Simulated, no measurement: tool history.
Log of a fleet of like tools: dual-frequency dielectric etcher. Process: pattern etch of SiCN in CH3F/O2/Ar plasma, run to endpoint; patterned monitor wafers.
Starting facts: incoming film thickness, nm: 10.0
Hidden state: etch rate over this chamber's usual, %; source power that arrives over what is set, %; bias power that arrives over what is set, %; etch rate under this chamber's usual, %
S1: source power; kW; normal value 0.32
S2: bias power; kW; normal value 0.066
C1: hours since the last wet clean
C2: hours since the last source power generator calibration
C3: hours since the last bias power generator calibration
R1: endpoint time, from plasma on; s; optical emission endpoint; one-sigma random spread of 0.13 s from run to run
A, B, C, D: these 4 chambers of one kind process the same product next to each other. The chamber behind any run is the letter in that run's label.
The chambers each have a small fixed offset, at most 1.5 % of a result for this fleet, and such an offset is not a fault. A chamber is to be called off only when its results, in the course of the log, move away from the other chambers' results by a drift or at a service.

run	hour	S1	S2	C1	C2	C3	R1
1D	15.6	0.32	0.066	253.6	3409.3	1288	30.106
2C	29.7	0.32	0.066	245.1	3131	3543.5	29.558
3B	37.9	0.32	0.066	74.2	4089.4	1801.7	29.496
4A	51.2	0.32	0.066	273.3	3861.1	1893.8	29.891
5A	63.9	0.32	0.066	286	3873.8	1906.5	29.765
6B	79.2	0.32	0.066	115.5	4130.7	1843	29.529
7C	93.9	0.32	0.066	309.3	3195.2	3607.7	29.478
8D	103.1	0.4	0.057	341.1	3496.8	1375.5	29.347
9D	113.3	0.4	0.057	351.3	3507	1385.7	29.594
# hour 119.6: chamber A: wet clean of the chamber
10C	127.6	0.4	0.057	343	3228.9	3641.4	28.409
11A	134.9	0.4	0.057	15.3	3944.8	1977.5	28.639
12B	142.2	0.32	0.066	178.5	4193.7	1906	29.6
13D	149	0.32	0.066	387	3542.7	1421.4	30.647
# hour 150.5: chamber C: bias power generator calibrated
14A	156.6	0.28	0.066	37	3966.5	1999.2	31.336
15C	165.9	0.28	0.066	381.3	3267.2	15.4	30.819
16B	173.4	0.28	0.066	209.7	4224.9	1937.2	31.005
17A	181.4	0.28	0.066	61.8	3991.3	2024	31.187
# hour 188.1: chamber A: source power generator calibrated
18C	195.8	0.32	0.066	411.2	3297.1	45.3	29.527
19D	204	0.32	0.066	442	3597.7	1476.4	30.833
20B	219.1	0.32	0.066	255.4	4270.6	1982.9	29.733
21B	227.7	0.32	0.066	264	4279.2	1991.5	29.681
22D	237.7	0.32	0.066	475.7	3631.4	1510.1	31.091
23A	249.6	0.32	0.066	130	61.6	2092.2	30.011
24C	263.2	0.32	0.066	478.6	3364.5	112.7	29.445
25A	274.2	0.32	0.066	154.6	86.2	2116.8	30.137
26D	289.2	0.32	0.066	527.2	3682.9	1561.6	30.973
27B	304.3	0.32	0.066	340.6	4355.8	2068.1	29.517
28C	320.1	0.32	0.055	535.5	3421.4	169.6	31.439
29A	330.7	0.32	0.055	211.1	142.7	2173.3	32.053
30D	340.9	0.32	0.055	578.9	3734.6	1613.3	33.664

Each of the 4 chambers runs these same settings next. Fill in every chamber's results:
31A	352.2	0.32	0.073				?
31B	352.2	0.32	0.073				?
31C	352.2	0.32	0.073				?
31D	352.2	0.32	0.073				?

run	R1
31A	28.95
31B	28.653
31C	28.382
31D	30.535
